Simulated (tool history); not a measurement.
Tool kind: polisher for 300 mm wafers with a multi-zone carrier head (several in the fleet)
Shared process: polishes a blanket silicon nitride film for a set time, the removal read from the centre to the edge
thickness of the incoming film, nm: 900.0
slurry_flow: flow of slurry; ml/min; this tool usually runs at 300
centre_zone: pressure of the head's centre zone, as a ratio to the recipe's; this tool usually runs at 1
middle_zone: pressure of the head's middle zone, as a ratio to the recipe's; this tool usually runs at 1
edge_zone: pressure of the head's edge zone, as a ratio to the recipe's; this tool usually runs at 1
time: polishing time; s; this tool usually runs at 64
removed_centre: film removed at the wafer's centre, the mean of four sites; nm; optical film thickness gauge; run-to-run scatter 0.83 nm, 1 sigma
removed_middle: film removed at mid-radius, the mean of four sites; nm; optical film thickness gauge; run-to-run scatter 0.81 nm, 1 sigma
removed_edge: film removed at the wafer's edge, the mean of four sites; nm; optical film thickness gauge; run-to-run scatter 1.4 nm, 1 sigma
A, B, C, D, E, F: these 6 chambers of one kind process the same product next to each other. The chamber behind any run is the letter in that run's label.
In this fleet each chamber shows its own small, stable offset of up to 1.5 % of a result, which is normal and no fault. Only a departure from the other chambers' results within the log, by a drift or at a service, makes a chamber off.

{"run": "1B", "hour": 3.4, "slurry_flow": 300, "centre_zone": 1, "middle_zone": 1, "edge_zone": 1, "time": 64, "removed_centre": 132.34, "removed_middle": 132.21, "removed_edge": 134.61}
{"run": "2D", "hour": 8.6, "slurry_flow": 300, "centre_zone": 1, "middle_zone": 1, "edge_zone": 1, "time": 64, "removed_centre": 134.23, "removed_middle": 133.68, "removed_edge": 133.66}
{"hour": 12.3, "done": "chamber A: worn pad replaced by a new one"}
{"run": "3C", "hour": 13.1, "slurry_flow": 300, "centre_zone": 1, "middle_zone": 1, "edge_zone": 1, "time": 64, "removed_centre": 133.69, "removed_middle": 134.41, "removed_edge": 129.59}
{"run": "4F", "hour": 17.4, "slurry_flow": 300, "centre_zone": 1, "middle_zone": 1, "edge_zone": 1, "time": 64, "removed_centre": 132.06, "removed_middle": 132.04, "removed_edge": 133.7}
{"hour": 18.8, "done": "chamber F: edge zone pressure recalibrated"}
{"run": "5A", "hour": 22.0, "slurry_flow": 260, "centre_zone": 1, "middle_zone": 1.12, "edge_zone": 1, "time": 64, "removed_centre": 132.5, "removed_middle": 143.64, "removed_edge": 130.01}
{"hour": 23.7, "done": "chamber E: worn pad replaced by a new one"}
{"run": "6E", "hour": 24.6, "slurry_flow": 260, "centre_zone": 1, "middle_zone": 1.12, "edge_zone": 1, "time": 64, "removed_centre": 129.81, "removed_middle": 145.54, "removed_edge": 131.05}
{"run": "7B", "hour": 28.4, "slurry_flow": 260, "centre_zone": 1, "middle_zone": 1.12, "edge_zone": 1, "time": 64, "removed_centre": 130.82, "removed_middle": 144.82, "removed_edge": 130.02}
{"run": "8C", "hour": 31.7, "slurry_flow": 260, "centre_zone": 1, "middle_zone": 1.12, "edge_zone": 1, "time": 64, "removed_centre": 131.27, "removed_middle": 148.44, "removed_edge": 128.38}
{"hour": 33.1, "done": "chamber C: worn pad replaced by a new one"}
{"run": "9F", "hour": 35.0, "slurry_flow": 260, "centre_zone": 1, "middle_zone": 1.12, "edge_zone": 1, "time": 64, "removed_centre": 129.77, "removed_middle": 142.96, "removed_edge": 130.58}
{"run": "10E", "hour": 39.6, "slurry_flow": 260, "centre_zone": 1, "middle_zone": 1.12, "edge_zone": 1, "time": 64, "removed_centre": 131.31, "removed_middle": 145.2, "removed_edge": 131.01}
{"run": "11A", "hour": 44.6, "slurry_flow": 300, "centre_zone": 1, "middle_zone": 1, "edge_zone": 1, "time": 64, "removed_centre": 132.57, "removed_middle": 131.91, "removed_edge": 130.48}
{"hour": 48.4, "done": "chamber A: edge zone pressure recalibrated"}
{"run": "12D", "hour": 49.6, "slurry_flow": 300, "centre_zone": 1, "middle_zone": 1, "edge_zone": 1, "time": 64, "removed_centre": 133.92, "removed_middle": 132.71, "removed_edge": 132.43}
{"run": "13E", "hour": 53.4, "slurry_flow": 300, "centre_zone": 1, "middle_zone": 1, "edge_zone": 1, "time": 64, "removed_centre": 131.98, "removed_middle": 133.25, "removed_edge": 134.43}
{"run": "14D", "hour": 57.3, "slurry_flow": 300, "centre_zone": 1, "middle_zone": 1, "edge_zone": 1, "time": 64, "removed_centre": 135.97, "removed_middle": 131.18, "removed_edge": 132.59}
{"hour": 58.8, "done": "chamber B: edge zone pressure recalibrated"}
{"hour": 59.1, "done": "chamber B: slurry nozzle cleaned"}
{"run": "15C", "hour": 60.2, "slurry_flow": 300, "centre_zone": 1, "middle_zone": 1, "edge_zone": 1, "time": 64, "removed_centre": 133.95, "removed_middle": 135.1, "removed_edge": 129.94}
{"hour": 62.5, "done": "chamber A: worn pad replaced by a new one"}
{"run": "16B", "hour": 62.7, "slurry_flow": 300, "centre_zone": 1, "middle_zone": 1, "edge_zone": 1, "time": 64, "removed_centre": 132.57, "removed_middle": 132.9, "removed_edge": 130.46}
{"run": "17F", "hour": 66.1, "slurry_flow": 335, "centre_zone": 1, "middle_zone": 1, "edge_zone": 1, "time": 64, "removed_centre": 134.2, "removed_middle": 132.63, "removed_edge": 133.02}
{"run": "18A", "hour": 70.7, "slurry_flow": 335, "centre_zone": 1, "middle_zone": 1, "edge_zone": 1, "time": 64, "removed_centre": 133.2, "removed_middle": 133.55, "removed_edge": 134.2}
{"run": "19F", "hour": 73.3, "slurry_flow": 335, "centre_zone": 1, "middle_zone": 1, "edge_zone": 1, "time": 64, "removed_centre": 131.97, "removed_middle": 132.39, "removed_edge": 134.21}
{"hour": 74.9, "done": "chamber B: worn pad replaced by a new one"}
{"run": "20D", "hour": 77.6, "slurry_flow": 335, "centre_zone": 1, "middle_zone": 1, "edge_zone": 1, "time": 64, "removed_centre": 136.1, "removed_middle": 133.64, "removed_edge": 134.9}
{"run": "21B", "hour": 81.5, "slurry_flow": 335, "centre_zone": 1, "middle_zone": 1, "edge_zone": 1, "time": 64, "removed_centre": 133.71, "removed_middle": 135.13, "removed_edge": 133.74}
{"run": "22C", "hour": 86.9, "slurry_flow": 335, "centre_zone": 1, "middle_zone": 1, "edge_zone": 1, "time": 64, "removed_centre": 135.51, "removed_middle": 135.02, "removed_edge": 130.18}
{"hour": 87.4, "done": "chamber D: worn pad replaced by a new one"}
{"run": "23A", "hour": 89.5, "slurry_flow": 300, "centre_zone": 1, "middle_zone": 1, "edge_zone": 1, "time": 64, "removed_centre": 132.73, "removed_middle": 132.58, "removed_edge": 133.28}
{"hour": 91.9, "done": "chamber E: worn pad replaced by a new one"}
{"hour": 92.4, "done": "chamber A: slurry nozzle cleaned"}
{"hour": 92.6, "done": "chamber F: centre zone pressure recalibrated"}
{"run": "24E", "hour": 94.1, "slurry_flow": 300, "centre_zone": 1, "middle_zone": 1, "edge_zone": 1, "time": 64, "removed_centre": 130.03, "removed_middle": 131.92, "removed_edge": 132.84}
{"run": "25E", "hour": 99.8, "slurry_flow": 245, "centre_zone": 1, "middle_zone": 1, "edge_zone": 1, "time": 47, "removed_centre": 92.755, "removed_middle": 94.848, "removed_edge": 95.803}
{"hour": 100.0, "done": "chamber C: worn pad replaced by a new one"}
{"run": "26F", "hour": 103.2, "slurry_flow": 245, "centre_zone": 1, "middle_zone": 1, "edge_zone": 1, "time": 47, "removed_centre": 94.156, "removed_middle": 94.441, "removed_edge": 94.58}
{"run": "27B", "hour": 108.7, "slurry_flow": 245, "centre_zone": 1, "middle_zone": 1, "edge_zone": 1, "time": 47, "removed_centre": 93.997, "removed_middle": 95.229, "removed_edge": 98.603}
{"run": "28A", "hour": 114.5, "slurry_flow": 245, "centre_zone": 1, "middle_zone": 1, "edge_zone": 1, "time": 47, "removed_centre": 94.655, "removed_middle": 94.867, "removed_edge": 92.906}
{"hour": 114.8, "done": "chamber F: worn pad replaced by a new one"}
{"run": "29D", "hour": 117.5, "slurry_flow": 245, "centre_zone": 1, "middle_zone": 1, "edge_zone": 1, "time": 47, "removed_centre": 95.639, "removed_middle": 95.36, "removed_edge": 97.532}
{"hour": 118.8, "done": "chamber A: worn pad replaced by a new one"}
{"run": "30C", "hour": 120.9, "slurry_flow": 245, "centre_zone": 1, "middle_zone": 1, "edge_zone": 1, "time": 47, "removed_centre": 96.042, "removed_middle": 96.651, "removed_edge": 94.622}
{"run": "31B", "hour": 124.4, "slurry_flow": 400, "centre_zone": 1, "middle_zone": 1, "edge_zone": 1, "time": 44, "removed_centre": 92.766, "removed_middle": 92.913, "removed_edge": 94.325}
{"run": "32E", "hour": 127.8, "slurry_flow": 400, "centre_zone": 1, "middle_zone": 1, "edge_zone": 1, "time": 44, "removed_centre": 91.295, "removed_middle": 94.64, "removed_edge": 94.649}
{"run": "33F", "hour": 130.9, "slurry_flow": 400, "centre_zone": 1, "middle_zone": 1, "edge_zone": 1, "time": 44, "removed_centre": 93.059, "removed_middle": 93.128, "removed_edge": 94.305}
{"run": "34D", "hour": 136.5, "slurry_flow": 400, "centre_zone": 1, "middle_zone": 1, "edge_zone": 1, "time": 44, "removed_centre": 95.257, "removed_middle": 93.443, "removed_edge": 95.324}
{"run": "35A", "hour": 139.3, "slurry_flow": 400, "centre_zone": 1, "middle_zone": 1, "edge_zone": 1, "time": 44, "removed_centre": 94.422, "removed_middle": 93.357, "removed_edge": 92.906}
{"run": "36C", "hour": 144.1, "slurry_flow": 400, "centre_zone": 1, "middle_zone": 1, "edge_zone": 1, "time": 44, "removed_centre": 93.887, "removed_middle": 95.524, "removed_edge": 91.269}
{"run": "37C", "hour": 147.5, "slurry_flow": 300, "centre_zone": 1, "middle_zone": 1, "edge_zone": 1, "time": 64, "removed_centre": 134.44, "removed_middle": 135.5, "removed_edge": 130.45}
{"hour": 149.0, "done": "chamber F: slurry nozzle cleaned"}
{"run": "38D", "hour": 152.4, "slurry_flow": 300, "centre_zone": 1, "middle_zone": 1, "edge_zone": 1, "time": 64, "removed_centre": 134.04, "removed_middle": 133.79, "removed_edge": 132.46}
{"run": "39A", "hour": 156.2, "slurry_flow": 300, "centre_zone": 1, "middle_zone": 1, "edge_zone": 1, "time": 64, "removed_centre": 133.79, "removed_middle": 131.98, "removed_edge": 130.58}
{"run": "40F", "hour": 159.6, "slurry_flow": 300, "centre_zone": 1, "middle_zone": 1, "edge_zone": 1, "time": 64, "removed_centre": 132.71, "removed_middle": 130.55, "removed_edge": 134.91}

Does one chamber stand apart from the rest, does the shared gauge drift, or is all well apart from small per-chamber offsets? Give the chamber and the most likely cause, where there is one.

It is chamber E that slowly wanders off from its peers.
Likeliest cause: centre zone's pressure below its setpoint, % = 3.2.

Below are 4 candidate recipes for chamber E's next run, each the usual settings with a change, their results shown as question marks. Which of them brings E's results back in line with what the other chambers give on the usual settings?
Counts as in line when no further than this from what the other chambers average on the usual settings: removed_centre 2.9 nm; removed_middle 2.8 nm; removed_edge 4.9 nm
{"run": "41E-1", "hour": 163.7, "slurry_flow": 305, "centre_zone": 1.04, "middle_zone": 1, "edge_zone": 0.98, "time": 64, "removed_centre": "?", "removed_middle": "?", "removed_edge": "?"}
{"run": "41E-2", "hour": 163.7, "slurry_flow": 305, "centre_zone": 1.07, "middle_zone": 1, "edge_zone": 0.97, "time": 64, "removed_centre": "?", "removed_middle": "?", "removed_edge": "?"}
{"run": "41E-3", "hour": 163.7, "slurry_flow": 295, "centre_zone": 0.96, "middle_zone": 1, "edge_zone": 1.02, "time": 64, "removed_centre": "?", "removed_middle": "?", "removed_edge": "?"}
{"run": "41E-4", "hour": 163.7, "slurry_flow": 295, "centre_zone": 0.93, "middle_zone": 1, "edge_zone": 1.03, "time": 64, "removed_centre": "?", "removed_middle": "?", "removed_edge": "?"}

On the usual settings, the other chambers give on average: removed_centre 132.96 nm; removed_middle 132.72 nm; removed_edge 132.72 nm
run=41E-1 removed_centre=133.75 removed_middle=133.05 removed_edge=133.57
run=41E-2 removed_centre=137.96 removed_middle=133.03 removed_edge=132.85
run=41E-3 removed_centre=122.1 removed_middle=132.68 removed_edge=136.11
run=41E-4 removed_centre=117.91 removed_middle=132.7 removed_edge=136.82
With 41E-1, the chamber falls back in line with the rest.
